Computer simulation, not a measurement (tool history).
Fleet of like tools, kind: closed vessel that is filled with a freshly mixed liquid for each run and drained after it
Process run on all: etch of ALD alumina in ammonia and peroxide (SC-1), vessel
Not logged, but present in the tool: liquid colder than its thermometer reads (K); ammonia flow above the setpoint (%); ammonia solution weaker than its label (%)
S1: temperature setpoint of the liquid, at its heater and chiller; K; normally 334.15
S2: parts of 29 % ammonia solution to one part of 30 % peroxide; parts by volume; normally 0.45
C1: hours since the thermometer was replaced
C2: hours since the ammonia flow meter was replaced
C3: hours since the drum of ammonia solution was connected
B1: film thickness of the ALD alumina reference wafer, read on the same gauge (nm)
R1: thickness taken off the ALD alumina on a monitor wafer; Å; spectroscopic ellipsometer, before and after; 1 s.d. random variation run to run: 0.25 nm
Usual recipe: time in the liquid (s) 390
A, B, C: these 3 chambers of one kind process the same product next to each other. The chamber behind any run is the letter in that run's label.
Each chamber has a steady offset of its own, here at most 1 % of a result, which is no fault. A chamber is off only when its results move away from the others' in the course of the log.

Run 1C, hour 5.3: usual settings; C1 1203.5; C2 600.6; C3 510.4; B1 30.01. Result: R1 349.38 Å.
Run 2B, hour 11.4: usual settings; C1 1802.9; C2 649.2; C3 856.6; B1 30.028. Result: R1 352.22 Å.
Run 3A, hour 18.9: usual settings; C1 1089.6; C2 105.7; C3 341.7; B1 29.963. Result: R1 347.09 Å.
Run 4B, hour 26.7: usual settings; C1 1818.2; C2 664.5; C3 871.9; B1 30.005. Result: R1 351.59 Å.
Run 5A, hour 32.9: usual settings; C1 1103.6; C2 119.7; C3 355.7; B1 29.986. Result: R1 345.99 Å.
At hour 35.9: chamber A: new drum of ammonia solution connected.
Run 6C, hour 40.7: usual settings; C1 1238.9; C2 636; C3 545.8; B1 30.005. Result: R1 348.49 Å.
Run 7A, hour 46.4: usual settings; C1 1117.1; C2 133.2; C3 10.5; B1 30.027. Result: R1 347.23 Å.
Run 8C, hour 52.3: usual settings; C1 1250.5; C2 647.6; C3 557.4; B1 30.037. Result: R1 347.68 Å.
Run 9B, hour 58.3: usual settings; C1 1849.8; C2 696.1; C3 903.5; B1 30.055. Result: R1 345.38 Å.
Run 10C, hour 65.1: usual settings; C1 1263.3; C2 660.4; C3 570.2; B1 30.044. Result: R1 345.73 Å.
Run 11B, hour 68.8: usual settings; C1 1860.3; C2 706.6; C3 914; B1 30.006. Result: R1 354.14 Å.
Run 12A, hour 76: usual settings; C1 1146.7; C2 162.8; C3 40.1; B1 30.015. Result: R1 347.49 Å.
Run 13A, hour 81.3: usual settings; C1 1152; C2 168.1; C3 45.4; B1 29.953. Result: R1 347.55 Å.
Run 14B, hour 87.7: usual settings; C1 1879.2; C2 725.5; C3 932.9; B1 30.039. Result: R1 355.16 Å.
Run 15C, hour 93.5: usual settings; C1 1291.7; C2 688.8; C3 598.6; B1 29.994. Result: R1 346.56 Å.
Run 16A, hour 99.1: usual settings; C1 1169.8; C2 185.9; C3 63.2; B1 30.008. Result: R1 340.07 Å.
Run 17B, hour 103: usual settings; C1 1894.5; C2 740.8; C3 948.2; B1 29.977. Result: R1 349.61 Å.
Run 18C, hour 107.2: usual settings but S1 340.15 K, S2 0.3 parts by volume; C1 1305.4; C2 702.5; C3 612.3; B1 29.998. Result: R1 452.73 Å.
Run 19B, hour 113.5: usual settings but S1 340.15 K, S2 0.3 parts by volume; C1 1905; C2 751.3; C3 958.7; B1 29.987. Result: R1 455.59 Å.
Run 20A, hour 118.9: usual settings but S1 340.15 K, S2 0.3 parts by volume; C1 1189.6; C2 205.7; C3 83; B1 29.979. Result: R1 443.75 Å.
Run 21C, hour 124.5: usual settings; C1 1322.7; C2 719.8; C3 629.6; B1 29.995. Result: R1 349.46 Å.
Run 22A, hour 129.8: usual settings; C1 1200.5; C2 216.6; C3 93.9; B1 30.003. Result: R1 337.39 Å.
Run 23C, hour 135.1: usual settings; C1 1333.3; C2 730.4; C3 640.2; B1 29.949. Result: R1 351.11 Å.
Run 24B, hour 140.6: usual settings; C1 1932.1; C2 778.4; C3 985.8; B1 30.018. Result: R1 345.61 Å.
Run 25A, hour 148.1: usual settings; C1 1218.8; C2 234.9; C3 112.2; B1 29.995. Result: R1 335.43 Å.
Run 26C, hour 154.9: usual settings; C1 1353.1; C2 750.2; C3 660; B1 29.974. Result: R1 355.27 Å.
Run 27B, hour 158.8: usual settings; C1 1950.3; C2 796.6; C3 1004; B1 29.978. Result: R1 353.5 Å.
Run 28B, hour 162.9: usual settings; C1 1954.4; C2 800.7; C3 1008.1; B1 29.961. Result: R1 349.81 Å.
Run 29A, hour 169.1: usual settings; C1 1239.8; C2 255.9; C3 133.2; B1 29.964. Result: R1 334.1 Å.
Run 30C, hour 174.8: usual settings; C1 1373; C2 770.1; C3 679.9; B1 30.012. Result: R1 348.37 Å.
Run 31C, hour 179.9: usual settings; C1 1378.1; C2 775.2; C3 685; B1 30.026. Result: R1 355.53 Å.
Run 32A, hour 186.8: usual settings; C1 1257.5; C2 273.6; C3 150.9; B1 29.975. Result: R1 328.28 Å.
Run 33B, hour 191.3: usual settings; C1 1982.8; C2 829.1; C3 1036.5; B1 30.004. Result: R1 345.79 Å.
Run 34A, hour 198.3: usual settings; C1 1269; C2 285.1; C3 162.4; B1 29.967. Result: R1 324.54 Å.
Run 35B, hour 205: usual settings; C1 1996.5; C2 842.8; C3 1050.2; B1 29.954. Result: R1 350.63 Å.
Run 36C, hour 211.7: usual settings; C1 1409.9; C2 807; C3 716.8; B1 29.984. Result: R1 350.08 Å.

Does one chamber stand apart from the rest, does the shared gauge drift, or is all well apart from small per-chamber offsets? Give the chamber and the most likely cause, where there is one.

Little by little, chamber A moves away from the other chambers.
Most likely cause: liquid colder than its thermometer reads (K) = 1.57.

Below are 4 candidate recipes for chamber A's next run, each the usual settings with a change, their results shown as question marks. Which of them brings A's results back in line with what the other chambers give on the usual settings?
Counts as in line when no further than this from what the other chambers average on the usual settings: R1 8.8 Å
Run 37A-1, hour 217.3: usual settings but time in the liquid (s) 455. Result: R1 ?.
Run 37A-2, hour 217.3: usual settings but time in the liquid (s) 335. Result: R1 ?.
Run 37A-3, hour 217.3: usual settings but S1 335.65 K. Result: R1 ?.
Run 37A-4, hour 217.3: usual settings but S1 333.65 K, time in the liquid (s) 370. Result: R1 ?.

On the usual settings, the other chambers give on average: R1 348.91 Å
  run      R1
37A-1  376.65
37A-2  277.31
37A-3  348.48
37A-4  298.63
The right change is 37A-3: it brings the chamber back within the allowed miss of the others.
